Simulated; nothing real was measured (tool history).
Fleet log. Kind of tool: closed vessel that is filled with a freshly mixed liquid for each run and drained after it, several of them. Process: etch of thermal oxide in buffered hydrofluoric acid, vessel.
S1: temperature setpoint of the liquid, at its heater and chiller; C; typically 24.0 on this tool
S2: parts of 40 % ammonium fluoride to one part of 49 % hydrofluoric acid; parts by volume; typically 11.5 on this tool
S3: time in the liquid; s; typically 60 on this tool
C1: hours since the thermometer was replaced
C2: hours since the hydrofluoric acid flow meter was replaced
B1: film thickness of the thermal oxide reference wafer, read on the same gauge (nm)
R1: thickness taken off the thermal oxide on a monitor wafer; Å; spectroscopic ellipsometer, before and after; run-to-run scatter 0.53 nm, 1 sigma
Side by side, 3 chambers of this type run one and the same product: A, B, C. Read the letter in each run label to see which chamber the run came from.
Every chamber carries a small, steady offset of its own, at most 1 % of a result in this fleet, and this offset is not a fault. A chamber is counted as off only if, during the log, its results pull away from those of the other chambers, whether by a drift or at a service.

Run 1A, hour 4.4: usual settings; C1 159.7; C2 1260.8; B1 30.019. Result: R1 607.90 Å.
Run 2B, hour 7.6: usual settings; C1 1043.7; C2 292.5; B1 29.978. Result: R1 603.09 Å.
Run 3C, hour 11.8: usual settings; C1 196.4; C2 898.0; B1 30.000. Result: R1 619.71 Å.
Run 4B, hour 15.4: usual settings; C1 1051.5; C2 300.3; B1 30.000. Result: R1 608.05 Å.
Run 5A, hour 18.6: usual settings; C1 173.9; C2 1275.0; B1 29.986. Result: R1 608.53 Å.
Run 6C, hour 22.1: usual settings; C1 206.7; C2 908.3; B1 30.011. Result: R1 610.79 Å.
Run 7B, hour 24.2: usual settings; C1 1060.3; C2 309.1; B1 29.989. Result: R1 600.48 Å.
Run 8C, hour 27.0: usual settings; C1 211.6; C2 913.2; B1 30.011. Result: R1 603.33 Å.
Run 9A, hour 30.0: usual settings; C1 185.3; C2 1286.4; B1 29.990. Result: R1 599.28 Å.
Run 10C, hour 33.5: usual settings; C1 218.1; C2 919.7; B1 30.002. Result: R1 604.22 Å.
Run 11B, hour 36.0: usual settings; C1 1072.1; C2 320.9; B1 29.997. Result: R1 599.35 Å.
Run 12A, hour 38.2: usual settings; C1 193.5; C2 1294.6; B1 30.017. Result: R1 600.26 Å.
Run 13C, hour 41.6: usual settings; C1 226.2; C2 927.8; B1 30.019. Result: R1 596.41 Å.
Run 14B, hour 45.2: usual settings but S3 40 s; C1 1081.3; C2 330.1; B1 30.002. Result: R1 405.29 Å.
Run 15A, hour 49.1: usual settings but S3 40 s; C1 204.4; C2 1305.5; B1 29.992. Result: R1 403.84 Å.
Run 16B, hour 52.5: usual settings but S3 40 s; C1 1088.6; C2 337.4; B1 30.016. Result: R1 397.94 Å.
Run 17C, hour 56.3: usual settings; C1 240.9; C2 942.5; B1 29.977. Result: R1 598.30 Å.
Run 18A, hour 59.0: usual settings; C1 214.3; C2 1315.4; B1 29.995. Result: R1 600.10 Å.
Run 19B, hour 63.0: usual settings; C1 1099.1; C2 347.9; B1 29.999. Result: R1 595.45 Å.
Run 20C, hour 67.5: usual settings; C1 252.1; C2 953.7; B1 29.996. Result: R1 583.25 Å.
Run 21A, hour 71.9: usual settings; C1 227.2; C2 1328.3; B1 30.006. Result: R1 600.45 Å.
Run 22C, hour 74.6: usual settings; C1 259.2; C2 960.8; B1 29.988. Result: R1 570.39 Å.
Run 23A, hour 76.6: usual settings; C1 231.9; C2 1333.0; B1 30.005. Result: R1 605.53 Å.
Run 24B, hour 78.7: usual settings; C1 1114.8; C2 363.6; B1 29.990. Result: R1 604.05 Å.
Run 25B, hour 81.0: usual settings; C1 1117.1; C2 365.9; B1 29.963. Result: R1 597.76 Å.
Run 26C, hour 83.3: usual settings; C1 267.9; C2 969.5; B1 29.995. Result: R1 578.64 Å.
Run 27A, hour 86.6: usual settings; C1 241.9; C2 1343.0; B1 29.988. Result: R1 610.63 Å.
Run 28B, hour 89.5: usual settings; C1 1125.6; C2 374.4; B1 30.029. Result: R1 592.93 Å.
Run 29A, hour 94.1: usual settings; C1 249.4; C2 1350.5; B1 29.988. Result: R1 611.12 Å.
Run 30C, hour 98.8: usual settings; C1 283.4; C2 985.0; B1 29.986. Result: R1 565.11 Å.
Run 31A, hour 102.6: usual settings; C1 257.9; C2 1359.0; B1 30.005. Result: R1 611.91 Å.
Run 32C, hour 106.8: usual settings but S1 25.5 C, S2 7.5 parts by volume; C1 291.4; C2 993.0; B1 29.996. Result: R1 893.39 Å.
Run 33B, hour 111.2: usual settings but S1 25.5 C, S2 7.5 parts by volume; C1 1147.3; C2 396.1; B1 29.989. Result: R1 968.26 Å.
Run 34A, hour 113.8: usual settings but S1 25.5 C, S2 7.5 parts by volume; C1 269.1; C2 1370.2; B1 29.988. Result: R1 980.53 Å.
Run 35C, hour 116.6: usual settings but S2 8.5 parts by volume, S3 45 s; C1 301.2; C2 1002.8; B1 30.000. Result: R1 547.68 Å.
Run 36B, hour 119.1: usual settings but S2 8.5 parts by volume, S3 45 s; C1 1155.2; C2 404.0; B1 29.982. Result: R1 584.35 Å.
Run 37B, hour 122.4: usual settings but S2 8.5 parts by volume, S3 45 s; C1 1158.5; C2 407.3; B1 30.008. Result: R1 590.83 Å.
Run 38C, hour 125.0: usual settings but S3 85 s; C1 309.6; C2 1011.2; B1 30.016. Result: R1 765.65 Å.

Decide between three cases: one chamber stands off from its peers, the gauge reading all wafers drifts, or nothing is wrong past each chamber's small offset. Where a chamber is off, say which and what most likely put it there.

Little by little, chamber C moves away from the other chambers.
Most likely cause: hydrofluoric acid flow below the setpoint (%) = 11.3.
The log might look much the same if the cause were instead: liquid colder than its thermometer reads (K).

Below are 4 candidate recipes for chamber C's next run, each the usual settings with a change, their results shown as question marks. Which of them brings C's results back in line with what the other chambers give on the usual settings?
In-line tolerance around the mean of the other chambers on the usual settings: R1 19.00 Å
Run 39C-1, hour 128.4: usual settings but S1 21.0 C. Result: R1 ?.
Run 39C-2, hour 128.4: usual settings but S1 23.5 C, S3 55 s. Result: R1 ?.
Run 39C-3, hour 128.4: usual settings but S1 24.5 C, S2 10.5 parts by volume. Result: R1 ?.
Run 39C-4, hour 128.4: usual settings but S1 24.5 C, S3 70 s. Result: R1 ?.

On the usual settings, the other chambers give on average: R1 603.02 Å
  run      R1
39C-1  455.32
39C-2  479.68
39C-3  603.23
39C-4  644.75
Change 39C-3 lands the chamber within the allowed miss of the other chambers.
